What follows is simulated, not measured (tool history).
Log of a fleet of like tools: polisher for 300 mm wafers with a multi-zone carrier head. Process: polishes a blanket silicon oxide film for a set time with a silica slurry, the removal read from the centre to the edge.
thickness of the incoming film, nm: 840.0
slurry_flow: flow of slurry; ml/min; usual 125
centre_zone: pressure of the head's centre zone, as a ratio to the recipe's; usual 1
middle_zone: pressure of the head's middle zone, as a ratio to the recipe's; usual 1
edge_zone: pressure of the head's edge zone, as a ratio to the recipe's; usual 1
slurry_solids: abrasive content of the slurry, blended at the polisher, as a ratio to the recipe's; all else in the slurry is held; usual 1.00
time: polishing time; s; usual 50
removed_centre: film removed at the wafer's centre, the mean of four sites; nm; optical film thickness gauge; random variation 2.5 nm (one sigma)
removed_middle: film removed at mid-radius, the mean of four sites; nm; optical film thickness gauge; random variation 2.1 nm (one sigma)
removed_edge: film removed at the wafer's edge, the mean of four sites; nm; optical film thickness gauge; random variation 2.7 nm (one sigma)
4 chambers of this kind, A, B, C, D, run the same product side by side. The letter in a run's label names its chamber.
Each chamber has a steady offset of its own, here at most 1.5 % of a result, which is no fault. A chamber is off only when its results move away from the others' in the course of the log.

| run | day | slurry_flow | centre_zone | middle_zone | edge_zone | slurry_solids | time | removed_centre | removed_middle | removed_edge |
|---|---|---|---|---|---|---|---|---|---|---|
|  | 0.446 | chamber B: slurry nozzle cleaned |
| 1C | 0.612 | 125 | 1 | 1 | 1 | 1.00 | 50 | 283.29 | 278.84 | 280.39 |
| 2A | 0.942 | 125 | 1 | 1 | 1 | 1.00 | 50 | 278.60 | 275.28 | 281.18 |
|  | 1.267 | chamber B: edge zone pressure recalibrated |
| 3B | 1.342 | 125 | 1 | 1 | 1 | 1.00 | 50 | 276.24 | 278.26 | 276.92 |
|  | 1.533 | chamber B: worn pad replaced by a new one |
|  | 1.567 | chamber A: worn pad replaced by a new one |
|  | 1.596 | chamber C: worn pad replaced by a new one |
| 4D | 1.650 | 125 | 1 | 1 | 1 | 1.00 | 50 | 279.15 | 274.82 | 281.60 |
| 5D | 2.012 | 85 | 1 | 1 | 1 | 1.20 | 50 | 268.66 | 273.60 | 281.01 |
| 6B | 2.575 | 85 | 1 | 1 | 1 | 1.20 | 50 | 265.87 | 271.64 | 278.20 |
|  | 2.608 | chamber A: edge zone pressure recalibrated |
|  | 2.771 | chamber D: worn pad replaced by a new one |
| 7A | 2.888 | 85 | 1 | 1 | 1 | 1.20 | 50 | 262.13 | 267.23 | 282.73 |
| 8C | 3.554 | 85 | 1 | 1 | 1 | 1.20 | 50 | 267.28 | 274.13 | 281.92 |
| 9A | 3.950 | 125 | 1 | 1 | 1 | 1.00 | 50 | 277.10 | 276.77 | 278.59 |
|  | 4.175 | chamber A: worn pad replaced by a new one |
| 10D | 4.338 | 125 | 1 | 1 | 1 | 1.00 | 50 | 276.46 | 281.83 | 276.52 |
| 11C | 4.779 | 125 | 1 | 1 | 1 | 1.20 | 50 | 305.97 | 306.32 | 308.92 |
|  | 4.858 | chamber C: worn pad replaced by a new one |
|  | 4.875 | chamber B: worn pad replaced by a new one |
| 12B | 5.429 | 125 | 1 | 1 | 1 | 1.20 | 50 | 309.15 | 303.80 | 296.18 |
| 13D | 5.975 | 125 | 1 | 1 | 1 | 1.20 | 50 | 295.63 | 302.24 | 300.44 |
|  | 6.133 | chamber D: worn pad replaced by a new one |
| 14B | 6.388 | 125 | 1 | 1 | 1 | 1.20 | 50 | 306.89 | 300.43 | 300.93 |
| 15A | 6.867 | 125 | 1 | 1 | 1 | 1.00 | 50 | 274.79 | 275.75 | 280.51 |
|  | 6.975 | chamber A: slurry nozzle cleaned |
|  | 7.075 | chamber A: worn pad replaced by a new one |
| 16C | 7.438 | 125 | 1 | 1 | 1 | 1.00 | 50 | 281.87 | 279.98 | 284.72 |
|  | 7.458 | chamber C: worn pad replaced by a new one |
| 17D | 8.108 | 125 | 1 | 1 | 1 | 1.00 | 50 | 277.36 | 279.29 | 281.01 |
|  | 8.388 | chamber B: worn pad replaced by a new one |
| 18A | 8.538 | 125 | 1 | 1 | 1 | 0.75 | 50 | 241.49 | 240.66 | 244.63 |
| 19B | 8.979 | 125 | 1 | 1 | 1 | 0.75 | 50 | 252.74 | 244.48 | 241.37 |
| 20C | 9.483 | 125 | 1 | 1 | 1 | 0.75 | 50 | 244.09 | 243.91 | 241.56 |
|  | 9.633 | chamber D: edge zone pressure recalibrated |
|  | 9.642 | chamber A: worn pad replaced by a new one |
| 21B | 9.796 | 125 | 1 | 1 | 1 | 0.75 | 50 | 249.37 | 243.61 | 243.50 |
|  | 10.112 | chamber C: worn pad replaced by a new one |
|  | 10.129 | chamber A: centre zone pressure recalibrated |
| 22A | 10.225 | 125 | 1 | 1 | 1 | 1.00 | 50 | 278.57 | 275.74 | 282.01 |
|  | 10.400 | chamber D: worn pad replaced by a new one |
| 23C | 10.733 | 125 | 1 | 1 | 1 | 1.00 | 50 | 279.38 | 280.83 | 278.79 |
| 24D | 11.025 | 125 | 1 | 1 | 1 | 1.00 | 50 | 276.47 | 276.92 | 278.88 |
|  | 11.379 | chamber C: centre zone pressure recalibrated |
| 25D | 11.471 | 125 | 1 | 1 | 1 | 1.00 | 58 | 318.72 | 319.95 | 325.18 |
|  | 11.562 | chamber B: worn pad replaced by a new one |
|  | 11.696 | chamber C: slurry nozzle cleaned |
| 26C | 11.929 | 125 | 1 | 1 | 1 | 1.00 | 58 | 326.91 | 321.46 | 317.97 |
|  | 12.525 | chamber A: worn pad replaced by a new one |
| 27A | 12.579 | 125 | 1 | 1 | 1 | 1.00 | 58 | 326.99 | 321.71 | 328.76 |
| 28B | 13.033 | 125 | 1 | 1 | 1 | 1.00 | 58 | 342.49 | 325.08 | 323.90 |
|  | 13.308 | chamber C: worn pad replaced by a new one |
| 29A | 13.608 | 125 | 1 | 1 | 1 | 1.00 | 50 | 279.70 | 272.89 | 280.90 |
| 30C | 14.221 | 125 | 1 | 1 | 1 | 1.00 | 50 | 284.84 | 282.43 | 277.37 |

What goes on in this fleet: one chamber off, a drifting gauge, or nothing beyond the chambers' own small offsets? Name the chamber and the cause, if any.

Chamber B drifts away from the others.
Cause: centre zone's pressure above its setpoint, % = 6.13.

Here are 4 candidates for chamber B's next run, each the usual settings with a change, their results left as question marks. Which one brings its results back in line with what the others give on the usual settings?
In line means no further than this from the other chambers' mean on the usual settings: removed_centre 8.70 nm; removed_middle 7.30 nm; removed_edge 9.50 nm
| 31B-1 | 14.700 | 120 | 0.95 | 1.01 | 1.02 | 1.00 | 50 | ? | ? | ? |
| 31B-2 | 14.700 | 115 | 0.91 | 1.01 | 1.04 | 1.00 | 50 | ? | ? | ? |
| 31B-3 | 14.700 | 135 | 1.09 | 0.99 | 0.96 | 1.00 | 50 | ? | ? | ? |
| 31B-4 | 14.700 | 130 | 1.05 | 0.99 | 0.98 | 1.00 | 50 | ? | ? | ? |

The other chambers' mean on the usual settings: removed_centre 279.51 nm; removed_middle 278.14 nm; removed_edge 279.28 nm
| run | removed_centre | removed_middle | removed_edge |
|---|---|---|---|
| 31B-1 | 280.55 | 279.91 | 278.88 |
| 31B-2 | 264.37 | 277.13 | 279.80 |
| 31B-3 | 336.12 | 281.85 | 275.25 |
| 31B-4 | 319.71 | 279.65 | 276.64 |
31B-1 brings the chamber back in line.

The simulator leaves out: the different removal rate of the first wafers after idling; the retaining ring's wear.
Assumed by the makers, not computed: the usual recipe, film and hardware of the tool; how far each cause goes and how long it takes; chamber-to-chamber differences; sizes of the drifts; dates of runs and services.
